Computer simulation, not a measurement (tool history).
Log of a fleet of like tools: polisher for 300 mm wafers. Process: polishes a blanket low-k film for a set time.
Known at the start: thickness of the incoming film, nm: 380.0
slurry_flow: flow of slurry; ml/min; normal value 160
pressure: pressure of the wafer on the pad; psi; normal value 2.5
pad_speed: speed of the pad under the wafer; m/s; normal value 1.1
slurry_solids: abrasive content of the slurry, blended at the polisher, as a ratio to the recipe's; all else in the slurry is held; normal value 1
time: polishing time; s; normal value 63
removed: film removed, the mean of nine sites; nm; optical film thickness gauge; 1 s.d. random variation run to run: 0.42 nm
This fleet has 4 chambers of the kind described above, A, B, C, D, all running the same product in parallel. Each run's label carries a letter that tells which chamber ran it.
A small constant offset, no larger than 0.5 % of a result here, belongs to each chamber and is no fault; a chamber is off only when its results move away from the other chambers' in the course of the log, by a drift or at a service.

run 1C hour=4.2 | slurry_flow=160 pressure=2.5 pad_speed=1.1 slurry_solids=1 time=63 | removed=30.86
-- hour=6.1 chamber D: worn pad replaced by a new one
-- hour=6.8 chamber C: conditioning disc replaced and pad reconditioned
run 2A hour=7.8 | slurry_flow=160 pressure=2.5 pad_speed=1.1 slurry_solids=1 time=63 | removed=30.518
run 3D hour=11.7 | slurry_flow=160 pressure=2.5 pad_speed=1.1 slurry_solids=1 time=63 | removed=30.828
run 4B hour=14.1 | slurry_flow=160 pressure=2.5 pad_speed=1.1 slurry_solids=1 time=63 | removed=30.546
-- hour=15.9 chamber B: worn pad replaced by a new one
run 5A hour=16.8 | slurry_flow=160 pressure=2.5 pad_speed=1.1 slurry_solids=1 time=63 | removed=30.336
run 6C hour=20.3 | slurry_flow=160 pressure=2.5 pad_speed=1.1 slurry_solids=1 time=63 | removed=30.929
run 7B hour=24.6 | slurry_flow=160 pressure=2.5 pad_speed=1.1 slurry_solids=1 time=63 | removed=30.857
run 8D hour=29.4 | slurry_flow=160 pressure=2.5 pad_speed=1.1 slurry_solids=1 time=63 | removed=29.853
run 9B hour=34.3 | slurry_flow=160 pressure=2.5 pad_speed=1.1 slurry_solids=1 time=63 | removed=30.608
run 10A hour=38 | slurry_flow=160 pressure=2.5 pad_speed=1.1 slurry_solids=1 time=63 | removed=30.615
-- hour=42.5 chamber D: head pressure recalibrated
run 11D hour=43.3 | slurry_flow=160 pressure=2.5 pad_speed=1.1 slurry_solids=1 time=63 | removed=30.84
-- hour=47.4 chamber C: worn pad replaced by a new one
run 12C hour=47.8 | slurry_flow=160 pressure=2.9 pad_speed=1.1 slurry_solids=1.15 time=63 | removed=37.333
run 13D hour=50.3 | slurry_flow=160 pressure=2.9 pad_speed=1.1 slurry_solids=1.15 time=63 | removed=37.254
-- hour=51.1 chamber A: worn pad replaced by a new one
run 14A hour=52.7 | slurry_flow=160 pressure=2.9 pad_speed=1.1 slurry_solids=1.15 time=63 | removed=37.475
-- hour=53.4 chamber D: worn pad replaced by a new one
run 15B hour=55.8 | slurry_flow=160 pressure=2.9 pad_speed=1.1 slurry_solids=1.15 time=63 | removed=38.837
run 16C hour=61.2 | slurry_flow=160 pressure=2.5 pad_speed=1.1 slurry_solids=1 time=63 | removed=30.661
run 17D hour=63.8 | slurry_flow=120 pressure=1.8 pad_speed=1.1 slurry_solids=1 time=63 | removed=20.629
-- hour=65.5 chamber B: worn pad replaced by a new one
run 18A hour=67.1 | slurry_flow=120 pressure=1.8 pad_speed=1.1 slurry_solids=1 time=63 | removed=20.752
run 19B hour=70.6 | slurry_flow=120 pressure=1.8 pad_speed=1.1 slurry_solids=1 time=63 | removed=20.729
run 20C hour=74.6 | slurry_flow=120 pressure=1.8 pad_speed=1.1 slurry_solids=1 time=63 | removed=20.287
run 21A hour=78.8 | slurry_flow=160 pressure=2.5 pad_speed=1.1 slurry_solids=1 time=63 | removed=30.489
run 22C hour=83.9 | slurry_flow=160 pressure=2.5 pad_speed=1.1 slurry_solids=1 time=63 | removed=31.317
run 23B hour=89 | slurry_flow=160 pressure=2.5 pad_speed=1.1 slurry_solids=1 time=63 | removed=30.019
run 24D hour=91.6 | slurry_flow=160 pressure=2.5 pad_speed=1.1 slurry_solids=1 time=63 | removed=31.028
run 25C hour=95.1 | slurry_flow=160 pressure=2.5 pad_speed=1.1 slurry_solids=1 time=63 | removed=30.607
run 26B hour=97.7 | slurry_flow=160 pressure=2.5 pad_speed=1.1 slurry_solids=1 time=63 | removed=30.72
run 27A hour=101.6 | slurry_flow=160 pressure=2.5 pad_speed=1.1 slurry_solids=1 time=63 | removed=29.818
-- hour=104.9 chamber D: worn pad replaced by a new one
run 28D hour=106.5 | slurry_flow=160 pressure=2.5 pad_speed=1.1 slurry_solids=0.9 time=63 | removed=29.135
-- hour=108.6 chamber B: worn pad replaced by a new one
run 29D hour=110.4 | slurry_flow=160 pressure=2.5 pad_speed=1.1 slurry_solids=0.9 time=63 | removed=29.123
-- hour=111.6 chamber D: conditioning disc replaced and pad reconditioned
-- hour=113.9 chamber A: worn pad replaced by a new one
run 30C hour=114.9 | slurry_flow=160 pressure=2.5 pad_speed=1.1 slurry_solids=0.9 time=63 | removed=28.816
run 31B hour=117.8 | slurry_flow=160 pressure=2.5 pad_speed=1.1 slurry_solids=0.9 time=63 | removed=28.864
run 32A hour=120.4 | slurry_flow=160 pressure=2.5 pad_speed=1.1 slurry_solids=1 time=63 | removed=30.075
-- hour=122.1 chamber A: slurry blender recalibrated
run 33C hour=123.8 | slurry_flow=160 pressure=2.5 pad_speed=1.1 slurry_solids=1 time=63 | removed=30.485
run 34A hour=127.9 | slurry_flow=160 pressure=2.5 pad_speed=1.1 slurry_solids=1 time=63 | removed=30.388
run 35D hour=131.1 | slurry_flow=160 pressure=2.5 pad_speed=1.1 slurry_solids=1 time=63 | removed=30.2
-- hour=131.9 chamber A: head pressure recalibrated
-- hour=133 chamber C: worn pad replaced by a new one
run 36B hour=134.4 | slurry_flow=160 pressure=2.5 pad_speed=1.1 slurry_solids=1 time=63 | removed=30.805
run 37A hour=139.5 | slurry_flow=160 pressure=2.5 pad_speed=1.1 slurry_solids=1 time=63 | removed=29.804
run 38B hour=144.5 | slurry_flow=160 pressure=2.5 pad_speed=1.1 slurry_solids=1 time=63 | removed=30.233
run 39D hour=148.3 | slurry_flow=160 pressure=2.5 pad_speed=1.1 slurry_solids=1 time=63 | removed=30.23
run 40C hour=153.7 | slurry_flow=160 pressure=2.5 pad_speed=1.1 slurry_solids=1 time=63 | removed=31.017
run 41C hour=156.1 | slurry_flow=160 pressure=2.5 pad_speed=1.1 slurry_solids=1 time=63 | removed=31.646
run 42B hour=160.7 | slurry_flow=160 pressure=2.5 pad_speed=1.1 slurry_solids=1 time=63 | removed=30.892

The same settings go to every chamber for the next run, one line per chamber below. Forecast the results for each:
run 43A hour=164.6 | slurry_flow=160 pressure=2.2 pad_speed=1.1 slurry_solids=1 time=63 | removed=?
run 43B hour=164.6 | slurry_flow=160 pressure=2.2 pad_speed=1.1 slurry_solids=1 time=63 | removed=?
run 43C hour=164.6 | slurry_flow=160 pressure=2.2 pad_speed=1.1 slurry_solids=1 time=63 | removed=?
run 43D hour=164.6 | slurry_flow=160 pressure=2.2 pad_speed=1.1 slurry_solids=1 time=63 | removed=?

run=43A removed=26.499
run=43B removed=27.28
run=43C removed=26.716
run=43D removed=27.343

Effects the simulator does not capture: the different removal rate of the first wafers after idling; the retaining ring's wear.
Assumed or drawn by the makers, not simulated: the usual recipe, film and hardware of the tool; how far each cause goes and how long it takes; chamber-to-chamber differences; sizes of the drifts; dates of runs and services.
